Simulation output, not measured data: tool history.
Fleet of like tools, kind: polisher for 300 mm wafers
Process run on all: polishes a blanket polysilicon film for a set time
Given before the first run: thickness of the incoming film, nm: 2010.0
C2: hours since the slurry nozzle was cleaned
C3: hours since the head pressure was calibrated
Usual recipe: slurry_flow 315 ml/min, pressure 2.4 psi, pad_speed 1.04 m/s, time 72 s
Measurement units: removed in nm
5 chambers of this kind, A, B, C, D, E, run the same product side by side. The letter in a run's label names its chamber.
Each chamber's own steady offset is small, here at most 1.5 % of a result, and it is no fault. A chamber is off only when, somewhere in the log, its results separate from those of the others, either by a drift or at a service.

run 1C day=0.183 | slurry_flow=315 pressure=2.4 pad_speed=1.04 time=72 | wafers_polished_on_this_pad=415 C2=500.6 C3=114.4 | removed=473.95
run 2E day=0.321 | slurry_flow=315 pressure=2.4 pad_speed=1.04 time=72 | wafers_polished_on_this_pad=473 C2=269.3 C3=550.5 | removed=484.08
run 3D day=0.483 | slurry_flow=315 pressure=2.4 pad_speed=1.04 time=72 | wafers_polished_on_this_pad=238 C2=365.3 C3=105 | removed=469.1
run 4A day=0.688 | slurry_flow=315 pressure=2.4 pad_speed=1.04 time=72 | wafers_polished_on_this_pad=404 C2=182.6 C3=184.7 | removed=466.75
run 5B day=0.833 | slurry_flow=315 pressure=2.4 pad_speed=1.04 time=72 | wafers_polished_on_this_pad=959 C2=391 C3=129.1 | removed=475.74
run 6C day=1.012 | slurry_flow=315 pressure=2.4 pad_speed=1.04 time=72 | wafers_polished_on_this_pad=537 C2=520.5 C3=134.3 | removed=472.06
run 7A day=1.221 | slurry_flow=315 pressure=2.4 pad_speed=1.04 time=72 | wafers_polished_on_this_pad=482 C2=195.4 C3=197.5 | removed=463.69
run 8D day=1.379 | slurry_flow=315 pressure=2.4 pad_speed=1.04 time=72 | wafers_polished_on_this_pad=370 C2=386.8 C3=126.5 | removed=459.53
-- day=1.521 chamber E: worn pad replaced by a new one
run 9B day=1.538 | slurry_flow=315 pressure=2 pad_speed=1.28 time=72 | wafers_polished_on_this_pad=1062 C2=407.9 C3=146 | removed=477.42
run 10E day=1.65 | slurry_flow=315 pressure=2 pad_speed=1.28 time=72 | wafers_polished_on_this_pad=19 C2=301.2 C3=582.4 | removed=485.07
run 11C day=1.783 | slurry_flow=315 pressure=2 pad_speed=1.28 time=72 | wafers_polished_on_this_pad=651 C2=539 C3=152.8 | removed=477.42
run 12A day=1.921 | slurry_flow=315 pressure=2 pad_speed=1.28 time=72 | wafers_polished_on_this_pad=585 C2=212.2 C3=214.3 | removed=464.47
-- day=2 chamber B: worn pad replaced by a new one
run 13B day=2.125 | slurry_flow=315 pressure=2 pad_speed=1.28 time=72 | wafers_polished_on_this_pad=18 C2=422 C3=160.1 | removed=486.82
run 14E day=2.262 | slurry_flow=315 pressure=2.4 pad_speed=1.04 time=72 | wafers_polished_on_this_pad=109 C2=315.9 C3=597.1 | removed=465.32
run 15D day=2.379 | slurry_flow=315 pressure=2.4 pad_speed=1.04 time=72 | wafers_polished_on_this_pad=517 C2=410.8 C3=150.5 | removed=457.91
run 16B day=2.533 | slurry_flow=315 pressure=2.4 pad_speed=1.04 time=72 | wafers_polished_on_this_pad=79 C2=431.8 C3=169.9 | removed=467.6
run 17A day=2.7 | slurry_flow=315 pressure=2.4 pad_speed=1.04 time=72 | wafers_polished_on_this_pad=700 C2=230.9 C3=233 | removed=465.62
run 18C day=2.904 | slurry_flow=315 pressure=2.7 pad_speed=1.04 time=91 | wafers_polished_on_this_pad=816 C2=565.9 C3=179.7 | removed=668.99
-- day=3.054 chamber C: worn pad replaced by a new one
run 19D day=3.125 | slurry_flow=315 pressure=2.7 pad_speed=1.04 time=91 | wafers_polished_on_this_pad=627 C2=428.7 C3=168.4 | removed=669.73
run 20E day=3.271 | slurry_flow=315 pressure=2.7 pad_speed=1.04 time=91 | wafers_polished_on_this_pad=258 C2=340.1 C3=621.3 | removed=672.17
run 21B day=3.458 | slurry_flow=315 pressure=2.7 pad_speed=1.04 time=91 | wafers_polished_on_this_pad=215 C2=454 C3=192.1 | removed=663.09
run 22C day=3.604 | slurry_flow=315 pressure=2.7 pad_speed=1.04 time=91 | wafers_polished_on_this_pad=81 C2=582.7 C3=196.5 | removed=678.48
run 23E day=3.746 | slurry_flow=315 pressure=2.4 pad_speed=1.04 time=72 | wafers_polished_on_this_pad=328 C2=351.5 C3=632.7 | removed=481.55
run 24A day=3.975 | slurry_flow=315 pressure=2.4 pad_speed=1.04 time=72 | wafers_polished_on_this_pad=888 C2=261.5 C3=263.6 | removed=466.89
run 25D day=4.179 | slurry_flow=315 pressure=2.4 pad_speed=1.04 time=72 | wafers_polished_on_this_pad=782 C2=454 C3=193.7 | removed=455.45
run 26C day=4.396 | slurry_flow=315 pressure=2.4 pad_speed=1.04 time=72 | wafers_polished_on_this_pad=197 C2=601.7 C3=215.5 | removed=479.44
run 27D day=4.571 | slurry_flow=370 pressure=2.4 pad_speed=0.88 time=72 | wafers_polished_on_this_pad=840 C2=463.4 C3=203.1 | removed=400.07
-- day=4.596 chamber B: slurry nozzle cleaned
run 28E day=4.742 | slurry_flow=370 pressure=2.4 pad_speed=0.88 time=72 | wafers_polished_on_this_pad=474 C2=375.4 C3=656.6 | removed=409.41
-- day=4.8 chamber C: slurry nozzle cleaned
run 29B day=4.946 | slurry_flow=370 pressure=2.4 pad_speed=0.88 time=72 | wafers_polished_on_this_pad=434 C2=8.5 C3=227.8 | removed=405.83
run 30A day=5.05 | slurry_flow=370 pressure=2.4 pad_speed=0.88 time=72 | wafers_polished_on_this_pad=1046 C2=287.3 C3=289.4 | removed=394.68
run 31B day=5.221 | slurry_flow=370 pressure=2.4 pad_speed=0.88 time=72 | wafers_polished_on_this_pad=474 C2=15.1 C3=234.4 | removed=407.23
run 32E day=5.371 | slurry_flow=315 pressure=2.4 pad_speed=1.04 time=72 | wafers_polished_on_this_pad=567 C2=390.5 C3=671.7 | removed=466.16
run 33D day=5.492 | slurry_flow=315 pressure=2.4 pad_speed=1.04 time=72 | wafers_polished_on_this_pad=975 C2=485.5 C3=225.2 | removed=474.86
run 34C day=5.596 | slurry_flow=315 pressure=2.4 pad_speed=1.24 time=72 | wafers_polished_on_this_pad=374 C2=19.1 C3=244.3 | removed=588.35
run 35A day=5.712 | slurry_flow=315 pressure=2.4 pad_speed=1.24 time=72 | wafers_polished_on_this_pad=1144 C2=303.2 C3=305.3 | removed=552.04
-- day=5.812 chamber D: worn pad replaced by a new one
run 36C day=5.917 | slurry_flow=315 pressure=2.4 pad_speed=1.24 time=72 | wafers_polished_on_this_pad=421 C2=26.8 C3=252 | removed=592.38
run 37A day=6.138 | slurry_flow=315 pressure=2.4 pad_speed=1.24 time=72 | wafers_polished_on_this_pad=1206 C2=313.4 C3=315.5 | removed=546.53
-- day=6.262 chamber E: worn pad replaced by a new one
run 38B day=6.262 | slurry_flow=315 pressure=2.4 pad_speed=1.24 time=72 | wafers_polished_on_this_pad=628 C2=40.1 C3=259.4 | removed=559.27
-- day=6.396 chamber D: slurry nozzle cleaned
run 39E day=6.488 | slurry_flow=315 pressure=2.4 pad_speed=1.04 time=72 | wafers_polished_on_this_pad=33 C2=417.3 C3=698.5 | removed=470.88
run 40D day=6.658 | slurry_flow=315 pressure=2.4 pad_speed=1.04 time=72 | wafers_polished_on_this_pad=125 C2=6.3 C3=253.2 | removed=464.96
run 41D day=6.879 | slurry_flow=315 pressure=2.4 pad_speed=1.04 time=72 | wafers_polished_on_this_pad=157 C2=11.6 C3=258.5 | removed=469.3
run 42B day=7.029 | slurry_flow=315 pressure=2.4 pad_speed=1.04 time=95 | wafers_polished_on_this_pad=741 C2=58.5 C3=277.8 | removed=632.29
run 43C day=7.212 | slurry_flow=315 pressure=2.4 pad_speed=1.04 time=95 | wafers_polished_on_this_pad=612 C2=57.9 C3=283.1 | removed=666.23

One chamber off, gauge drift, or nothing amiss beyond the chambers' own small offsets? If it is a chamber, which one, and what is the likeliest cause?

Chamber C drifts away from the others.
Most likely cause: head's pressure above its setpoint, % = 8.36.

Chamber C could run next with any of the 4 candidate recipes listed below; each alters the usual settings, and their results appear as question marks. Which one brings its results back in line with what the other chambers deliver on the usual settings?
To be in line, a result may differ from the other chambers' mean on the usual settings by at most: removed 17 nm
run 44C-1 day=7.379 | slurry_flow=315 pressure=2.2 pad_speed=1.04 time=65 | removed=?
run 44C-2 day=7.379 | slurry_flow=315 pressure=2.5 pad_speed=1.06 time=74 | removed=?
run 44C-3 day=7.379 | slurry_flow=315 pressure=2.3 pad_speed=1.02 time=70 | removed=?
run 44C-4 day=7.379 | slurry_flow=315 pressure=2.4 pad_speed=1.14 time=78 | removed=?

What the other chambers average on the usual settings: removed 469.28 nm
run=44C-1 removed=423.04
run=44C-2 removed=556.8
run=44C-3 removed=466.74
run=44C-4 removed=606.6
With 44C-3, the chamber falls back in line with the rest.
